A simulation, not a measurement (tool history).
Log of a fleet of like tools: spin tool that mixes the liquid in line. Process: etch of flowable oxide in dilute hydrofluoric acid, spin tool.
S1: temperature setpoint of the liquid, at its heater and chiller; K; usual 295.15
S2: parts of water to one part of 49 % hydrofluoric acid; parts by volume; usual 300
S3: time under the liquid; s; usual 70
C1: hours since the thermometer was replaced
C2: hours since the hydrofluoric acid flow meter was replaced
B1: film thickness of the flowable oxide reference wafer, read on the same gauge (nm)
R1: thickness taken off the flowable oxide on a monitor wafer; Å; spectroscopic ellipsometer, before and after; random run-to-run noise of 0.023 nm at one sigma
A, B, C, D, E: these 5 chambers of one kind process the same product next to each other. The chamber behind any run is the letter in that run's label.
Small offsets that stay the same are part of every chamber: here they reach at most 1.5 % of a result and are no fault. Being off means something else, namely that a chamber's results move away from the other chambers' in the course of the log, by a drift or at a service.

run	day	S1	S2	S3	C1	C2	B1	R1
1C	0.196	295.15	300	70	2742	541.7	120.01	50.88
2A	0.454	295.15	300	70	868.9	877	119.99	50.339
3E	0.879	295.15	300	70	699.1	250.8	120	50.494
4D	1.162	295.15	300	70	140	980.8	119.98	50.492
5B	1.6	295.15	300	70	313.8	1718.7	120.02	50.533
6A	1.808	290.65	300	70	901.4	909.5	120.01	42.874
7C	2.079	290.65	300	70	2787.2	586.9	120	43.294
# day 2.142: chamber C: thermometer replaced
8D	2.3	290.65	300	70	167.3	1008.1	120.02	43.041
9E	2.492	290.65	300	70	737.8	289.5	119.97	42.713
10B	2.871	290.65	300	70	344.3	1749.2	120.03	42.464
11C	3.146	295.15	300	70	24.2	612.5	120	51.141
12E	3.358	295.15	300	70	758.6	310.3	119.99	50.499
13D	3.779	295.15	300	70	202.8	1043.6	120	50.384
14A	4.133	295.15	300	70	957.2	965.3	120	50.433
15B	4.542	295.15	300	70	384.4	1789.3	119.97	50.1
16A	4.921	295.15	300	70	976.1	984.2	119.99	50.341
17C	5.312	295.15	300	70	76.2	664.5	119.99	50.925
18E	5.542	292.65	300	85	811	362.7	120	56.024
19D	5.971	292.65	300	85	255.4	1096.2	120	56.129
20B	6.167	292.65	300	85	423.4	1828.3	119.99	55.455
21A	6.458	292.65	300	85	1013	1021.1	120.01	56.111
22B	6.842	292.65	300	85	439.6	1844.5	120	56.191
23E	7.154	295.15	300	70	849.7	401.4	120.03	50.531
24C	7.417	295.15	300	70	126.7	715	120	50.784
25D	7.838	295.15	300	70	300.2	1141	120.01	50.613
26B	8.212	295.15	300	70	472.5	1877.4	120.01	50.175
27C	8.55	298.65	300	50	153.9	742.2	120	41.056
28E	8.875	298.65	300	50	891	442.7	120.01	40.553
29D	9.304	298.65	300	50	335.4	1176.2	119.98	40.937
30A	9.679	298.65	300	50	1090.3	1098.4	120.01	41.051
# day 9.921: chamber C: hydrofluoric acid flow meter replaced
31A	9.95	298.65	300	50	1096.8	1104.9	119.97	40.973
32C	10.258	295.15	300	70	194.9	8.2	120	50.754
33E	10.638	295.15	300	70	933.3	485	120.01	50.567
34B	10.904	295.15	300	70	537.1	1942	120.01	50.68

All 5 chambers run these settings next. Forecast each chamber's results:
35A	11.217	295.15	300	70				?
35B	11.217	295.15	300	70				?
35C	11.217	295.15	300	70				?
35D	11.217	295.15	300	70				?
35E	11.217	295.15	300	70				?

run	R1
35A	50.442
35B	49.847
35C	50.792
35D	50.84
35E	50.585
